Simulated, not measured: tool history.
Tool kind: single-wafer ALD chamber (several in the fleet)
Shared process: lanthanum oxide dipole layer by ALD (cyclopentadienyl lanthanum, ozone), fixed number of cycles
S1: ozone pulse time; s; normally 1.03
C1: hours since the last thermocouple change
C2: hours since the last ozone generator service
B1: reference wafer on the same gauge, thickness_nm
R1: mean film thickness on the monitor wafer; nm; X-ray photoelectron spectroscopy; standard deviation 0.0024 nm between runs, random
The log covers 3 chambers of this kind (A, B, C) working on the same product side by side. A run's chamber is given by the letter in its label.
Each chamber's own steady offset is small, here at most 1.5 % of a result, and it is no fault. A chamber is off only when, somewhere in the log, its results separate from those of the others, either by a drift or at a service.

run	hour	S1	C1	C2	B1	R1
1B	16	1.03	728.5	1689.6	0.41708	0.50067
2A	24.5	1.03	1106.1	882.2	0.41712	0.49722
3C	34.4	1.03	2122.1	1061.6	0.41691	0.5063
4A	45	1.03	1126.6	902.7	0.41688	0.50059
5C	57.3	1.03	2145	1084.5	0.41651	0.5066
6B	69.5	1.03	782	1743.1	0.41665	0.50224
7B	82.3	1.03	794.8	1755.9	0.41695	0.50034
# hour 92.5: chamber C: thermocouple changed; heater temperature recalibrated
8A	98.8	0.78	1180.4	956.5	0.41702	0.4536
9C	110.4	0.78	17.9	1137.6	0.41697	0.45568
10C	125.9	0.78	33.4	1153.1	0.41702	0.45456
11A	141	1.03	1222.6	998.7	0.41697	0.50363
12B	156.9	1.03	869.4	1830.5	0.417	0.49877
13A	167.4	1.03	1249	1025.1	0.41613	0.49902
# hour 172.2: chamber B: ozone generator serviced
14B	181.3	1.03	893.8	9.1	0.41678	0.50546
15C	193	1.03	100.5	1220.2	0.41734	0.50754
16C	206.6	1.32	114.1	1233.8	0.41699	0.53303
17A	218.8	1.32	1300.4	1076.5	0.41687	0.52779
18B	226.5	1.32	939	54.3	0.41707	0.53559
19C	239.6	1.03	147.1	1266.8	0.41671	0.50723
20B	251.8	1.03	964.3	79.6	0.41745	0.50058
21A	259.1	0.74	1340.7	1116.8	0.4171	0.43331
22A	270	0.74	1351.6	1127.7	0.41673	0.43914
23B	282.8	0.74	995.3	110.6	0.41717	0.4451
24C	292.6	1.32	200.1	1319.8	0.41686	0.54048
25C	303.7	1.32	211.2	1330.9	0.41725	0.54036
26B	313.7	1.32	1026.2	141.5	0.41766	0.53672
27A	323.1	1.03	1404.7	1180.8	0.41677	0.49349
28B	339.6	0.67	1052.1	167.4	0.41682	0.42615
29A	355.1	0.67	1436.7	1212.8	0.41742	0.40786
30C	364.4	0.67	271.9	1391.6	0.41686	0.4239
31C	371.7	1.03	279.2	1398.9	0.41706	0.50765
32A	383.6	1.03	1465.2	1241.3	0.41677	0.487
33B	396	1.03	1108.5	223.8	0.4176	0.49885
34A	405	1.03	1486.6	1262.7	0.41708	0.48785
35C	417.1	1.03	324.6	1444.3	0.41736	0.50331
36B	433.7	1.43	1146.2	261.5	0.41645	0.54029
37C	449	1.43	356.5	1476.2	0.41727	0.54706
38A	461.2	1.43	1542.8	1318.9	0.41741	0.52764
39B	469.9	1.03	1182.4	297.7	0.41754	0.50372
40B	484.4	1.03	1196.9	312.2	0.41729	0.50504
41A	497.9	1.03	1579.5	1355.6	0.41739	0.47525
42C	514.5	1.03	422	1541.7	0.41695	0.50305

Each of the 3 chambers runs these same settings next. Fill in every chamber's results:
43A	526.4	1.03				?
43B	526.4	1.03				?
43C	526.4	1.03				?

run	R1
43A	0.47243
43B	0.50212
43C	0.50882

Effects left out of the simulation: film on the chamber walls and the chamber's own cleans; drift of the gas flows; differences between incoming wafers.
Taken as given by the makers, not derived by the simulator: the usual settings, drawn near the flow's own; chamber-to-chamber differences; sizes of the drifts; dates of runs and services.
